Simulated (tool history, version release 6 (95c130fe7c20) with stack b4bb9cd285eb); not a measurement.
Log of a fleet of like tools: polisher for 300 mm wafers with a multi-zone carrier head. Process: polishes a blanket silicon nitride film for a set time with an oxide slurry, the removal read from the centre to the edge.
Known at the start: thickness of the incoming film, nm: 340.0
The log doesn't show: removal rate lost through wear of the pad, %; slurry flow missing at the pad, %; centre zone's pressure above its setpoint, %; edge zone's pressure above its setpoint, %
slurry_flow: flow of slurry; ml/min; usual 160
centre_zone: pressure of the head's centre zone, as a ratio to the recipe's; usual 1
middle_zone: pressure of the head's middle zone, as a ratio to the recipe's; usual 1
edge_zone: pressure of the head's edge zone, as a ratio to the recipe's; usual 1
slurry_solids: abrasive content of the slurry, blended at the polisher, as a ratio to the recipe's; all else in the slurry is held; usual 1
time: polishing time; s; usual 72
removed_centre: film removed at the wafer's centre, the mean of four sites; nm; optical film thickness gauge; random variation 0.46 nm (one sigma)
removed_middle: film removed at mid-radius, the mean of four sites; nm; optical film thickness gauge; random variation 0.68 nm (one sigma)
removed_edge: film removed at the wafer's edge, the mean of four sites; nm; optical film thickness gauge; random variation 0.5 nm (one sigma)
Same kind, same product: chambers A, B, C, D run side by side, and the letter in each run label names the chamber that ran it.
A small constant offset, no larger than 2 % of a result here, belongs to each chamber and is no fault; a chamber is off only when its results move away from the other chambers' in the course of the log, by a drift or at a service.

run	hour	slurry_flow	centre_zone	middle_zone	edge_zone	slurry_solids	time	wafers polished on this pad	hours since the slurry nozzle was cleaned	hours since the centre zone pressure was calibrated	hours since the edge zone pressure was calibrated	removed_centre	removed_middle	removed_edge
1B	13.6	160	1	1	1	1	72	1535	480.8	992.6	178.3	58.028	60.637	60.009
# hour 15.4: chamber B: worn pad replaced by a new one
2A	27	160	1	1	1	1	72	674	215.4	300	685.8	59.567	59.799	58.818
# hour 38.2: chamber C: worn pad replaced by a new one
3C	40.8	160	1	1	1	1	72	26	56.3	74.8	180	59.049	59.051	59.04
4D	48	160	1	1	1	1	72	706	82.3	693.5	79.9	59.994	57.603	58.936
5C	59.5	160	1.04	1	1	1	94	216	75	93.5	198.7	81.141	76.829	76.298
6B	68.8	160	1.04	1	1	1	94	543	536	1047.8	233.5	79.489	78.81	76.915
7D	77.1	160	1.04	1	1	1	94	1001	111.4	722.6	109	82.061	76.992	77.604
# hour 88: chamber D: worn pad replaced by a new one
8A	92.4	160	1.04	1	1	1	94	1338	280.8	365.4	751.2	79.373	76.938	76.028
9D	101.4	160	1	1	1	1	72	136	135.7	746.9	133.3	59.693	59.408	59.527
10A	112.3	160	1	1	1	1	72	1540	300.7	385.3	771.1	57.832	57.938	57.01
11C	126	160	1	1.06	1	1	57	892	141.5	160	265.2	47.142	49.659	46.573
12B	135.8	160	1	1.06	1	1	57	1223	603	1114.8	300.5	46.367	49.355	46.186
13B	145.9	160	1	1.06	1	1	57	1326	613.1	1124.9	310.6	46.55	50.135	47.357
# hour 152.6: chamber C: worn pad replaced by a new one
# hour 156.3: chamber B: worn pad replaced by a new one
14A	160.5	160	1	1.06	1	1	57	2030	348.9	433.5	819.3	44.869	48.228	43.928
# hour 170.1: chamber D: slurry nozzle cleaned
# hour 170.7: chamber A: slurry nozzle cleaned
15D	171.7	160	1	1	1	1	72	850	1.7	817.2	203.6	59.273	59.869	59.562
16C	184.5	160	1	1	1	1	72	324	200	218.5	323.7	58.22	58.87	59.366
17D	199.5	160	1	1	1	1	72	1133	29.5	845	231.4	59.602	57.885	59.209
# hour 201.4: chamber B: slurry nozzle cleaned
18B	208.3	160	1	1	1	1	72	528	6.9	1187.3	373	59.179	60.279	60.336
# hour 211.3: chamber D: worn pad replaced by a new one
# hour 212.9: chamber C: slurry nozzle cleaned
19A	216.2	160	1	1	1	1	72	2596	45.6	489.2	875	55.345	57.323	54.61
20C	230.8	160	1	1	1	1	55	794	18	264.8	370	44.872	45.668	44.83
# hour 241.6: chamber A: centre zone pressure recalibrated
21C	245.1	160	1	1	1	1	55	939	32.3	279.1	384.3	44.9	45.286	44.962
22A	259.1	160	1	1	1	1	55	3032	88.5	17.6	917.9	41.482	42.701	41.709
23D	267.6	160	1	1	1	1	55	572	97.6	913.1	299.5	45.607	45.841	45.546
24B	278.8	160	1	1	1	1	72	1244	77.4	1257.8	443.5	57.976	60.086	59.271

Next, every chamber runs the same settings. What will each give?
25A	290	160	1	1	1	1	72					?	?	?
25B	290	160	1	1	1	1	72					?	?	?
25C	290	160	1	1	1	1	72					?	?	?
25D	290	160	1	1	1	1	72					?	?	?

run	removed_centre	removed_middle	removed_edge
25A	53.978	55.341	53.361
25B	58.456	58.481	59.276
25C	58.147	58.616	59.067
25D	60.031	58.262	59.04
